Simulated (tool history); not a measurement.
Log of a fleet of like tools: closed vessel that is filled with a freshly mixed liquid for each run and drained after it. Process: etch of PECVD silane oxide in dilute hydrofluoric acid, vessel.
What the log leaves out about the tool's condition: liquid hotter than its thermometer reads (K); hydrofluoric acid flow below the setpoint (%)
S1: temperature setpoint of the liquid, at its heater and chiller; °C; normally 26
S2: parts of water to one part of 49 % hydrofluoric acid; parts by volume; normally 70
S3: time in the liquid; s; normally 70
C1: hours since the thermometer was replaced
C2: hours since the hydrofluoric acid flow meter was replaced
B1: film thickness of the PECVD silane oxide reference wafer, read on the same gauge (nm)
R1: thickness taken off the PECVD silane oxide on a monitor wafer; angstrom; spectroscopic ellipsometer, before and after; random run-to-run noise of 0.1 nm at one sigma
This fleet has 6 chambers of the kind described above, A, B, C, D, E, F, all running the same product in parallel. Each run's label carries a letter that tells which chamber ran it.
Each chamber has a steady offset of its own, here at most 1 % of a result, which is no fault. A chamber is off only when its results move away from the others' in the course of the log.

run,hour,S1,S2,S3,C1,C2,B1,R1
1B,4.8,26,70,70,81.8,1317.9,100.040,254.63
2E,8.6,26,70,70,1190.7,505.7,100.010,255.29
3F,14.4,26,70,70,383.5,1186.1,99.995,254.44
4D,19.4,26,70,70,142.5,427.4,99.984,256.27
5A,26.1,26,70,70,1757.5,326.3,99.987,254.35
6C,33.2,26,70,70,331.6,164.6,99.982,257.49
7B,40.5,26,70,70,117.5,1353.6,100.040,255.22
8F,44.4,26,70,70,413.5,1216.1,100.020,252.01
9A,48.3,26,70,70,1779.7,348.5,99.965,253.26
10C,54.8,26,70,70,353.2,186.2,100.000,257.06
11E,61.6,26,70,70,1243.7,558.7,100.000,255.86
12D,67.0,26,45,55,190.1,475.0,99.960,326.29
13D,74.9,26,45,55,198.0,482.9,99.987,325.89
14C,82.3,26,45,55,380.7,213.7,99.993,319.33
15A,85.9,26,45,55,1817.3,386.1,100.040,316.52
16E,91.5,26,45,55,1273.6,588.6,100.040,322.53
17F,96.5,26,45,55,465.6,1268.2,99.978,324.40
18B,101.5,26,45,45,178.5,1414.6,99.963,265.58
19E,107.2,26,45,45,1289.3,604.3,99.998,264.78
20C,111.7,26,45,45,410.1,243.1,100.050,263.63
21A,116.1,26,45,45,1847.5,416.3,99.962,261.04
22B,121.2,26,45,45,198.2,1434.3,99.973,265.51
23D,129.0,26,45,45,252.1,537.0,99.992,266.01
24F,136.1,26,70,70,505.2,1307.8,100.020,255.15
25C,142.8,26,70,70,441.2,274.2,99.977,256.02
26A,147.3,26,70,70,1878.7,447.5,100.010,252.97
27D,151.3,26,70,70,274.4,559.3,99.982,255.94
28B,155.5,26,70,70,232.5,1468.6,99.999,254.80
29F,159.2,26,70,70,528.3,1330.9,99.995,255.29
30E,166.8,26,100,70,1348.9,663.9,100.000,172.13
31B,171.1,26,100,70,248.1,1484.2,99.996,171.10
32F,175.7,26,100,70,544.8,1347.4,100.000,170.37
33E,181.8,26,100,70,1363.9,678.9,99.998,172.79
34C,187.5,26,100,70,485.9,318.9,99.994,173.46
35A,193.6,26,100,70,1925.0,493.8,100.050,171.17
36D,198.2,26,70,70,321.3,606.2,99.978,255.95
37D,203.1,26,70,70,326.2,611.1,99.999,255.12
38C,208.3,26,70,70,506.7,339.7,99.945,256.98

Decide between three cases: one chamber stands off from its peers, the gauge reading all wafers drifts, or nothing is wrong past each chamber's small offset. Where a chamber is off, say which and what most likely put it there.

Neither any chamber nor the gauge drifts; the chambers differ only by their own small, steady offsets.

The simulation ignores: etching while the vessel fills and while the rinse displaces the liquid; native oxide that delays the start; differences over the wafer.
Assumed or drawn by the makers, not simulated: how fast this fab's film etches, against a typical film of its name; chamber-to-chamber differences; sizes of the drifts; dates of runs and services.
